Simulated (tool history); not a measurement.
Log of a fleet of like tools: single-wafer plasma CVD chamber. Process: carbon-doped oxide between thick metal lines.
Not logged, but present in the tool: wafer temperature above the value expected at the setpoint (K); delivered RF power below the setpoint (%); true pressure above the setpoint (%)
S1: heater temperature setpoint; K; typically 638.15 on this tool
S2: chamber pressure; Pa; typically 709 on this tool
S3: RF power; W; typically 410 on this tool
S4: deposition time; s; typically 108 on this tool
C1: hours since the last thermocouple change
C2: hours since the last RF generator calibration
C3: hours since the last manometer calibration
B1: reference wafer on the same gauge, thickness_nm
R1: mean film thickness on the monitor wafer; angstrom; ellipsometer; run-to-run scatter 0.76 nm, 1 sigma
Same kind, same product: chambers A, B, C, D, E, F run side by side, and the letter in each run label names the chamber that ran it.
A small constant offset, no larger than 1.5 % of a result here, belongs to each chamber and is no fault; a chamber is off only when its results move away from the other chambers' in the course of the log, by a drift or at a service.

run,hour,S1,S2,S3,S4,C1,C2,C3,B1,R1
1F,11.4,638.15,709,410,108,533.5,2003.2,877.7,442.77,4615.7
2D,18.9,638.15,709,410,108,368.0,579.6,1699.2,442.74,4604.7
3C,29.6,638.15,709,410,108,2042.8,156.4,281.3,442.67,4629.9
4B,36.3,638.15,709,410,108,714.3,225.2,1163.0,442.60,4681.9
5E,43.0,638.15,709,410,108,1322.9,881.9,1496.2,442.56,4626.8
6A,52.3,638.15,709,410,93,523.1,612.3,1836.8,442.59,3943.9
7A,62.3,638.15,709,410,93,533.1,622.3,1846.8,442.65,3950.3
8B,75.9,638.15,709,410,93,753.9,264.8,1202.6,442.33,4027.0
9C,83.5,638.15,709,410,93,2096.7,210.3,335.2,442.29,3998.3
10F,92.4,638.15,709,410,93,614.5,2084.2,958.7,442.21,3973.0
# hour 98.9: chamber F: RF generator calibrated
11D,100.9,638.15,709,410,93,450.0,661.6,1781.2,442.02,3972.5
12E,107.9,638.15,709,455,108,1387.8,946.8,1561.1,442.05,5005.3
13C,114.2,638.15,709,455,108,2127.4,241.0,365.9,441.94,5003.2
14D,126.6,638.15,709,455,108,475.7,687.3,1806.9,442.00,4972.3
15F,133.6,638.15,709,455,108,655.7,34.8,999.9,441.92,4973.7
16A,146.8,638.15,709,455,108,617.6,706.8,1931.3,441.85,4932.0
17B,153.5,638.15,709,455,108,831.5,342.4,1280.2,441.46,5054.9
18E,162.5,638.15,709,410,108,1442.4,1001.4,1615.7,441.51,4619.6
19A,175.2,638.15,709,410,108,646.0,735.2,1959.7,441.57,4563.1
20C,186.5,638.15,709,410,108,2199.7,313.3,438.2,441.46,4617.3
21B,196.2,638.15,709,410,108,874.2,385.1,1322.9,441.35,4659.4
22E,202.8,638.15,709,410,118,1482.7,1041.7,1656.0,441.04,5033.3
23F,210.4,638.15,709,410,118,732.5,111.6,1076.7,441.28,5037.4
24D,222.1,638.15,709,410,118,571.2,782.8,1902.4,441.05,5017.9
25E,234.4,638.15,709,410,118,1514.3,1073.3,1687.6,440.92,5038.3
26D,241.9,638.15,709,410,118,591.0,802.6,1922.2,440.65,5016.9
27A,253.5,638.15,709,410,118,724.3,813.5,2038.0,440.78,4974.7
28F,261.5,638.15,709,410,108,783.6,162.7,1127.8,440.85,4622.8
29B,271.7,638.15,709,410,108,949.7,460.6,1398.4,440.66,4661.4
30C,278.4,638.15,709,410,108,2291.6,405.2,530.1,440.50,4596.7
31B,287.5,638.15,709,410,108,965.5,476.4,1414.2,440.56,4659.4
32F,300.8,638.15,709,410,108,822.9,202.0,1167.1,440.46,4597.0
33E,309.4,638.15,709,410,108,1589.3,1148.3,1762.6,440.28,4601.3
34D,317.5,646.15,709,410,91,666.6,878.2,1997.8,440.21,3800.9
35C,325.5,646.15,709,410,91,2338.7,452.3,577.2,440.24,3817.8
36A,334.0,646.15,709,410,91,804.8,894.0,2118.5,440.13,3777.4

Read the log: is a single chamber off, either drifting away or since a service, is the gauge that measures every chamber drifting, or is nothing wrong beyond small per-chamber offsets? Name any odd chamber and what most likely caused it.

Gauge drift. The chambers move together only on paper, and none stands off.
Most likely cause: gauge reads low (%) = 0.671.

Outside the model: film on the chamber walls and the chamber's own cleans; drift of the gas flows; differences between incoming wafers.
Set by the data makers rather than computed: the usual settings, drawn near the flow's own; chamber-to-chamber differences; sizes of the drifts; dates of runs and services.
